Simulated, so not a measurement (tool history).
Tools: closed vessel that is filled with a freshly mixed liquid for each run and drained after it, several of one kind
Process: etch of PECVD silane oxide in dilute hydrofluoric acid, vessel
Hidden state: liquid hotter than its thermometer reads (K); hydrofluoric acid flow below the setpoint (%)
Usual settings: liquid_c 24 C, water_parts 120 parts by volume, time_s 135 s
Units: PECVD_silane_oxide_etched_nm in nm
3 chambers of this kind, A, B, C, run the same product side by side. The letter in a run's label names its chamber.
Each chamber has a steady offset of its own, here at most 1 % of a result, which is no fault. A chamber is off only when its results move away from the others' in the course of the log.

run	hour	liquid_c	water_parts	time_s	hours since the thermometer was replaced	hours since the hydrofluoric acid flow meter was replaced	read-back film thickness of the PECVD silane oxide reference wafer, read on the same gauge (nm)	PECVD_silane_oxide_etched_nm
1A	5.8	24	120	135	163.7	730	79.994	16.759
2B	13.4	24	120	135	1162.9	1615.5	80.031	16.407
3C	20.8	24	120	135	117.9	881	79.974	16.203
4A	29.3	24	120	135	187.2	753.5	79.981	16.256
5B	39	24	120	135	1188.5	1641.1	80.009	16.042
6C	44.9	24	120	135	142	905.1	79.996	16.212
7A	53.6	24	120	135	211.5	777.8	79.937	16.406
8C	58.7	24	120	135	155.8	918.9	79.961	16.385
9B	68.3	24	120	135	1217.8	1670.4	80.003	16.286
10C	78.7	24	120	135	175.8	938.9	80.018	16.499
11A	88.5	24	120	135	246.4	812.7	80.009	16.082
# hour 90.8: chamber B: hydrofluoric acid flow meter replaced
12B	95.4	24	120	135	1244.9	4.7	79.987	15.957
13A	106.7	24	120	135	264.6	830.9	79.994	15.944
14B	113.6	24	120	135	1263.1	22.9	80.043	16.253
15C	123.9	24	165	95	221	984.1	79.942	7.9397
16A	134	24	165	95	291.9	858.2	80.001	7.8068
17B	139.4	24	165	95	1288.9	48.7	80.012	7.7795
18C	148.1	26.5	120	135	245.2	1008.3	80.01	18.22
19A	154.8	26.5	120	135	312.7	879	80.021	17.527
20B	161.8	26.5	120	135	1311.3	71.1	80.009	18.062
21C	167.1	24	120	135	264.2	1027.3	80.036	16.51
22A	172.1	24	120	135	330	896.3	80.008	15.674
23C	180.6	24	120	135	277.7	1040.8	80.027	16.269
24B	189.4	24	120	135	1338.9	98.7	79.99	16.281

Next, every chamber runs the same settings. What will each give?
25A	197.6	24	120	135				?
25B	197.6	24	120	135				?
25C	197.6	24	120	135				?

run	PECVD_silane_oxide_etched_nm
25A	15.603
25B	16.461
25C	16.332
